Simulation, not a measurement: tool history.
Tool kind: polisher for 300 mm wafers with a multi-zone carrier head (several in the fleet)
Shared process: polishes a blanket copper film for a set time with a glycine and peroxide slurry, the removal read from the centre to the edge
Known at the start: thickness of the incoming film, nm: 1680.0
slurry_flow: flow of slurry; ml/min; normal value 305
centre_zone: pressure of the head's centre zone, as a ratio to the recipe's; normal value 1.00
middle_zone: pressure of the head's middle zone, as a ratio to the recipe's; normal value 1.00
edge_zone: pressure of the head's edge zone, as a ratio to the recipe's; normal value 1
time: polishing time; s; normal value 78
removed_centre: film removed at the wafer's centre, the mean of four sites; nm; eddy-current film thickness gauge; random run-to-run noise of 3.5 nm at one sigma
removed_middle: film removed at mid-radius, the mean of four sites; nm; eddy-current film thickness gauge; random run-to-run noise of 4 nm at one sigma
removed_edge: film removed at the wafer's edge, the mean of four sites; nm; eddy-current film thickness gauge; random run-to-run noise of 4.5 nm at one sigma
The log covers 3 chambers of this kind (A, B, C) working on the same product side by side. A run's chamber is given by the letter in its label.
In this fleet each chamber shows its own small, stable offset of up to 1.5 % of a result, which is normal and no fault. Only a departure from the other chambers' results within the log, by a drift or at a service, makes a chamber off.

| run | day | slurry_flow | centre_zone | middle_zone | edge_zone | time | removed_centre | removed_middle | removed_edge |
|---|---|---|---|---|---|---|---|---|---|
| 1C | 0.292 | 305 | 1.00 | 1.00 | 1 | 78 | 304.07 | 298.74 | 302.23 |
| 2A | 0.546 | 305 | 1.00 | 1.00 | 1 | 78 | 306.28 | 306.49 | 308.32 |
| 3B | 0.892 | 305 | 1.00 | 1.00 | 1 | 78 | 294.22 | 304.00 | 301.36 |
|  | 1.154 | chamber A: slurry nozzle cleaned |
| 4C | 1.200 | 305 | 1.00 | 1.00 | 1 | 78 | 307.45 | 301.02 | 309.56 |
|  | 1.417 | chamber A: worn pad replaced by a new one |
| 5B | 1.417 | 305 | 1.00 | 1.00 | 1 | 78 | 299.89 | 308.10 | 303.79 |
|  | 1.554 | chamber C: slurry nozzle cleaned |
| 6A | 1.746 | 305 | 1.00 | 1.00 | 1 | 78 | 303.01 | 300.47 | 306.39 |
| 7C | 2.096 | 305 | 1.00 | 1.00 | 1 | 78 | 301.78 | 304.03 | 305.21 |
| 8B | 2.275 | 305 | 1.00 | 1.00 | 1 | 78 | 300.55 | 304.90 | 299.49 |
| 9A | 2.571 | 305 | 1.00 | 1.00 | 1 | 78 | 305.97 | 298.70 | 305.93 |
|  | 2.646 | chamber C: worn pad replaced by a new one |
|  | 2.796 | chamber B: slurry nozzle cleaned |
| 10B | 2.942 | 305 | 1.00 | 1.00 | 1 | 78 | 305.92 | 306.99 | 300.04 |
| 11A | 3.233 | 305 | 1.00 | 1.00 | 1 | 78 | 304.24 | 299.60 | 298.90 |
| 12C | 3.467 | 305 | 1.00 | 1.00 | 1 | 78 | 309.09 | 299.91 | 307.96 |
| 13A | 3.642 | 305 | 1.00 | 1.00 | 1 | 78 | 301.78 | 301.20 | 306.57 |
| 14C | 3.975 | 305 | 1.10 | 1.00 | 1 | 78 | 336.33 | 312.59 | 304.64 |
| 15B | 4.233 | 305 | 1.10 | 1.00 | 1 | 78 | 334.10 | 303.69 | 306.64 |
| 16C | 4.412 | 305 | 1.10 | 1.00 | 1 | 78 | 340.67 | 306.21 | 302.70 |
| 17B | 4.646 | 305 | 1.00 | 1.00 | 1 | 78 | 296.85 | 302.19 | 299.88 |
| 18A | 5.029 | 305 | 0.95 | 0.91 | 1 | 78 | 284.25 | 272.98 | 312.82 |
| 19B | 5.358 | 305 | 0.95 | 0.91 | 1 | 78 | 276.34 | 270.09 | 301.48 |
| 20C | 5.592 | 305 | 0.95 | 0.91 | 1 | 78 | 286.51 | 282.91 | 314.86 |
| 21A | 5.854 | 305 | 1.00 | 1.00 | 1 | 78 | 307.47 | 299.69 | 309.05 |
|  | 5.946 | chamber A: worn pad replaced by a new one |
|  | 6.088 | chamber C: edge zone pressure recalibrated |
| 22A | 6.200 | 305 | 1.00 | 1.00 | 1 | 78 | 300.37 | 300.13 | 307.61 |
| 23B | 6.558 | 305 | 1.00 | 1.00 | 1 | 78 | 291.88 | 292.90 | 296.23 |
| 24C | 6.908 | 305 | 1.00 | 1.00 | 1 | 78 | 305.65 | 310.69 | 308.14 |
| 25B | 7.229 | 305 | 1.00 | 1.00 | 1 | 78 | 291.88 | 292.14 | 279.60 |
| 26C | 7.462 | 305 | 0.91 | 1.00 | 1 | 68 | 243.53 | 275.93 | 264.11 |
|  | 7.608 | chamber C: worn pad replaced by a new one |
| 27A | 7.733 | 305 | 0.91 | 1.00 | 1 | 68 | 237.97 | 263.06 | 273.15 |
| 28A | 8.092 | 305 | 0.91 | 1.00 | 1 | 68 | 242.52 | 265.56 | 266.69 |
| 29B | 8.375 | 305 | 1.00 | 0.92 | 1 | 78 | 282.63 | 269.10 | 288.03 |
| 30C | 8.600 | 305 | 1.00 | 0.92 | 1 | 78 | 307.99 | 283.93 | 298.16 |
| 31A | 8.804 | 305 | 1.00 | 0.92 | 1 | 78 | 304.37 | 284.22 | 301.30 |
| 32B | 9.000 | 305 | 1.00 | 1.00 | 1 | 78 | 284.57 | 285.50 | 280.09 |
| 33C | 9.196 | 305 | 1.00 | 1.00 | 1 | 78 | 307.53 | 302.11 | 293.23 |
| 34A | 9.550 | 305 | 1.00 | 1.00 | 1 | 78 | 305.62 | 298.79 | 307.94 |
| 35C | 9.783 | 305 | 1.00 | 1.00 | 1 | 78 | 302.76 | 305.67 | 315.84 |
| 36B | 10.142 | 305 | 1.00 | 1.00 | 1 | 78 | 279.60 | 287.31 | 285.16 |
|  | 10.288 | chamber A: worn pad replaced by a new one |
| 37A | 10.458 | 305 | 1.00 | 1.00 | 1 | 78 | 307.38 | 298.15 | 305.86 |
| 38B | 10.658 | 305 | 1.00 | 1.00 | 1 | 78 | 273.21 | 284.18 | 282.95 |
| 39C | 10.871 | 305 | 1.00 | 1.00 | 1 | 78 | 310.53 | 306.96 | 309.29 |
| 40C | 11.062 | 345 | 0.89 | 1.00 | 1 | 78 | 270.50 | 311.47 | 313.73 |

Next, all 3 chambers run the settings below, one line each with question marks for the results. What does each chamber give?
| 41A | 11.338 | 305 | 1.00 | 1.00 | 1 | 78 | ? | ? | ? |
| 41B | 11.338 | 305 | 1.00 | 1.00 | 1 | 78 | ? | ? | ? |
| 41C | 11.338 | 305 | 1.00 | 1.00 | 1 | 78 | ? | ? | ? |

| run | removed_centre | removed_middle | removed_edge |
|---|---|---|---|
| 41A | 302.12 | 305.11 | 311.43 |
| 41B | 272.86 | 278.50 | 280.16 |
| 41C | 309.74 | 305.97 | 306.60 |
